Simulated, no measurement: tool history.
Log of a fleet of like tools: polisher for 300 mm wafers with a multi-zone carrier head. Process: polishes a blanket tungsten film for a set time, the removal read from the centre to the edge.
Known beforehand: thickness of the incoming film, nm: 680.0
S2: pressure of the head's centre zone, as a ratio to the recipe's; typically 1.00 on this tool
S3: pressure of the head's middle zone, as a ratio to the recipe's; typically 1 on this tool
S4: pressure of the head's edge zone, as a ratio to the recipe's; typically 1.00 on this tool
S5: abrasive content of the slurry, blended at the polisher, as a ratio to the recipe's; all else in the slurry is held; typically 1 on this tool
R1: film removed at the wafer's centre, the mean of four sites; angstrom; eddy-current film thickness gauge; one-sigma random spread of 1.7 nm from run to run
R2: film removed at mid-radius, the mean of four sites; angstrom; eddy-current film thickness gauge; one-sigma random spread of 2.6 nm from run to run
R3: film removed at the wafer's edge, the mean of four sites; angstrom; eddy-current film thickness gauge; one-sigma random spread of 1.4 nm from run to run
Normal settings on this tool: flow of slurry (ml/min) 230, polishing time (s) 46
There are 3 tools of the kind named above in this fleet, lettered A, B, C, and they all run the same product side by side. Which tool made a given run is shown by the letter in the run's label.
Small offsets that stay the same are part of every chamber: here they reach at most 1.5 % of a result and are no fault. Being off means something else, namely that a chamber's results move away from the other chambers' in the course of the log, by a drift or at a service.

{"run": "1B", "hour": 3.6, "flow of slurry (ml/min)": 230, "S2": 1.0, "S3": 1, "S4": 1.0, "S5": 1, "polishing time (s)": 46, "R1": 2063.3, "R2": 1998.6, "R3": 2003.1}
{"run": "2A", "hour": 8.2, "flow of slurry (ml/min)": 230, "S2": 1.0, "S3": 1, "S4": 1.0, "S5": 1, "polishing time (s)": 46, "R1": 2044.2, "R2": 2033.1, "R3": 2023.5}
{"hour": 11.1, "done": "chamber A: worn pad replaced by a new one"}
{"run": "3C", "hour": 12.7, "flow of slurry (ml/min)": 230, "S2": 1.0, "S3": 1, "S4": 1.0, "S5": 1, "polishing time (s)": 46, "R1": 2020.7, "R2": 2034.7, "R3": 2040.9}
{"hour": 15.0, "done": "chamber C: worn pad replaced by a new one"}
{"run": "4A", "hour": 16.5, "flow of slurry (ml/min)": 230, "S2": 1.0, "S3": 1, "S4": 1.0, "S5": 1, "polishing time (s)": 46, "R1": 2026.3, "R2": 2023.1, "R3": 2016.5}
{"run": "5C", "hour": 21.2, "flow of slurry (ml/min)": 230, "S2": 1.0, "S3": 1, "S4": 1.0, "S5": 1, "polishing time (s)": 46, "R1": 2028.9, "R2": 2067.7, "R3": 2034.4}
{"run": "6B", "hour": 26.7, "flow of slurry (ml/min)": 230, "S2": 1.0, "S3": 1, "S4": 1.0, "S5": 1, "polishing time (s)": 46, "R1": 2072.5, "R2": 2009.6, "R3": 2005.1}
{"run": "7B", "hour": 29.8, "flow of slurry (ml/min)": 230, "S2": 1.06, "S3": 1, "S4": 1.0, "S5": 1, "polishing time (s)": 46, "R1": 2163.3, "R2": 1977.9, "R3": 2024.3}
{"run": "8A", "hour": 34.3, "flow of slurry (ml/min)": 230, "S2": 1.06, "S3": 1, "S4": 1.0, "S5": 1, "polishing time (s)": 46, "R1": 2121.8, "R2": 2004.5, "R3": 2034.9}
{"run": "9C", "hour": 37.1, "flow of slurry (ml/min)": 230, "S2": 1.06, "S3": 1, "S4": 1.0, "S5": 1, "polishing time (s)": 46, "R1": 2161.4, "R2": 2034.5, "R3": 2021.7}
{"run": "10C", "hour": 41.9, "flow of slurry (ml/min)": 230, "S2": 1.0, "S3": 1, "S4": 1.0, "S5": 1, "polishing time (s)": 46, "R1": 2051.6, "R2": 2043.0, "R3": 2028.0}
{"run": "11B", "hour": 46.7, "flow of slurry (ml/min)": 230, "S2": 1.0, "S3": 1, "S4": 1.0, "S5": 1, "polishing time (s)": 46, "R1": 2032.4, "R2": 2025.9, "R3": 2009.0}
{"hour": 48.2, "done": "chamber B: centre zone pressure recalibrated"}
{"run": "12A", "hour": 49.6, "flow of slurry (ml/min)": 230, "S2": 1.0, "S3": 1, "S4": 1.0, "S5": 1, "polishing time (s)": 46, "R1": 1969.8, "R2": 2038.3, "R3": 2017.9}
{"run": "13A", "hour": 52.3, "flow of slurry (ml/min)": 230, "S2": 1.0, "S3": 1, "S4": 1.0, "S5": 1, "polishing time (s)": 46, "R1": 1974.7, "R2": 2059.0, "R3": 2047.7}
{"run": "14B", "hour": 57.6, "flow of slurry (ml/min)": 230, "S2": 1.0, "S3": 1, "S4": 1.0, "S5": 1, "polishing time (s)": 46, "R1": 2079.7, "R2": 1980.2, "R3": 2021.4}
{"run": "15C", "hour": 61.8, "flow of slurry (ml/min)": 230, "S2": 1.0, "S3": 1, "S4": 1.0, "S5": 1, "polishing time (s)": 46, "R1": 2023.1, "R2": 2089.6, "R3": 2023.0}
{"hour": 64.9, "done": "chamber B: worn pad replaced by a new one"}
{"run": "16B", "hour": 66.2, "flow of slurry (ml/min)": 230, "S2": 1.0, "S3": 1, "S4": 1.0, "S5": 1, "polishing time (s)": 34, "R1": 1518.1, "R2": 1515.1, "R3": 1484.2}
{"run": "17C", "hour": 71.0, "flow of slurry (ml/min)": 230, "S2": 1.0, "S3": 1, "S4": 1.0, "S5": 1, "polishing time (s)": 34, "R1": 1507.4, "R2": 1533.5, "R3": 1519.1}
{"hour": 74.3, "done": "chamber A: worn pad replaced by a new one"}
{"run": "18A", "hour": 75.9, "flow of slurry (ml/min)": 230, "S2": 1.0, "S3": 1, "S4": 1.0, "S5": 1, "polishing time (s)": 34, "R1": 1427.4, "R2": 1476.1, "R3": 1488.7}
{"hour": 77.3, "done": "chamber C: worn pad replaced by a new one"}
{"run": "19C", "hour": 79.5, "flow of slurry (ml/min)": 230, "S2": 1.0, "S3": 1, "S4": 1.0, "S5": 1, "polishing time (s)": 46, "R1": 2058.2, "R2": 2011.7, "R3": 2034.1}
{"run": "20A", "hour": 83.9, "flow of slurry (ml/min)": 230, "S2": 1.0, "S3": 1, "S4": 1.0, "S5": 1, "polishing time (s)": 46, "R1": 1908.3, "R2": 2016.4, "R3": 2011.2}
{"run": "21B", "hour": 89.8, "flow of slurry (ml/min)": 230, "S2": 1.0, "S3": 1, "S4": 1.0, "S5": 1, "polishing time (s)": 46, "R1": 2037.9, "R2": 2010.4, "R3": 2000.9}
{"run": "22A", "hour": 95.1, "flow of slurry (ml/min)": 230, "S2": 1.0, "S3": 1, "S4": 1.0, "S5": 1, "polishing time (s)": 46, "R1": 1870.0, "R2": 1984.5, "R3": 2008.1}
{"run": "23B", "hour": 98.8, "flow of slurry (ml/min)": 230, "S2": 1.0, "S3": 1, "S4": 1.0, "S5": 1, "polishing time (s)": 46, "R1": 2042.8, "R2": 2015.2, "R3": 2038.7}

What goes on in this fleet: one chamber off, a drifting gauge, or nothing beyond the chambers' own small offsets? Name the chamber and the cause, if any.

Chamber A drifts away from the others.
Likeliest cause: centre zone's pressure below its setpoint, % = 6.86.

Which of the 4 candidates below, each the usual settings with something changed and its results left as question marks, puts chamber A back in line with what the other chambers give on the usual settings?
To be in line, a result may differ from the other chambers' mean on the usual settings by at most: R1 60.0 angstrom; R2 93.0 angstrom; R3 50.0 angstrom
{"run": "24A-1", "hour": 103.1, "flow of slurry (ml/min)": 230, "S2": 1.02, "S3": 1, "S4": 0.99, "S5": 1, "polishing time (s)": 46, "R1": "?", "R2": "?", "R3": "?"}
{"run": "24A-2", "hour": 103.1, "flow of slurry (ml/min)": 225, "S2": 0.94, "S3": 1, "S4": 1.02, "S5": 1, "polishing time (s)": 46, "R1": "?", "R2": "?", "R3": "?"}
{"run": "24A-3", "hour": 103.1, "flow of slurry (ml/min)": 235, "S2": 1.06, "S3": 1, "S4": 0.97, "S5": 1, "polishing time (s)": 47, "R1": "?", "R2": "?", "R3": "?"}
{"run": "24A-4", "hour": 103.1, "flow of slurry (ml/min)": 230, "S2": 0.98, "S3": 1, "S4": 1.01, "S5": 1, "polishing time (s)": 46, "R1": "?", "R2": "?", "R3": "?"}

The mean the other chambers reach with the usual settings: R1 2037.5 angstrom; R2 2026.5 angstrom; R3 2017.1 angstrom
run=24A-1 R1=1916.8 R2=2005.4 R3=2020.2
run=24A-2 R1=1745.0 R2=2000.2 R3=2047.2
run=24A-3 R1=2049.7 R2=2054.4 R3=2047.0
run=24A-4 R1=1833.8 R2=2005.7 R3=2041.3
It is 24A-3 that realigns the chamber with its peers.

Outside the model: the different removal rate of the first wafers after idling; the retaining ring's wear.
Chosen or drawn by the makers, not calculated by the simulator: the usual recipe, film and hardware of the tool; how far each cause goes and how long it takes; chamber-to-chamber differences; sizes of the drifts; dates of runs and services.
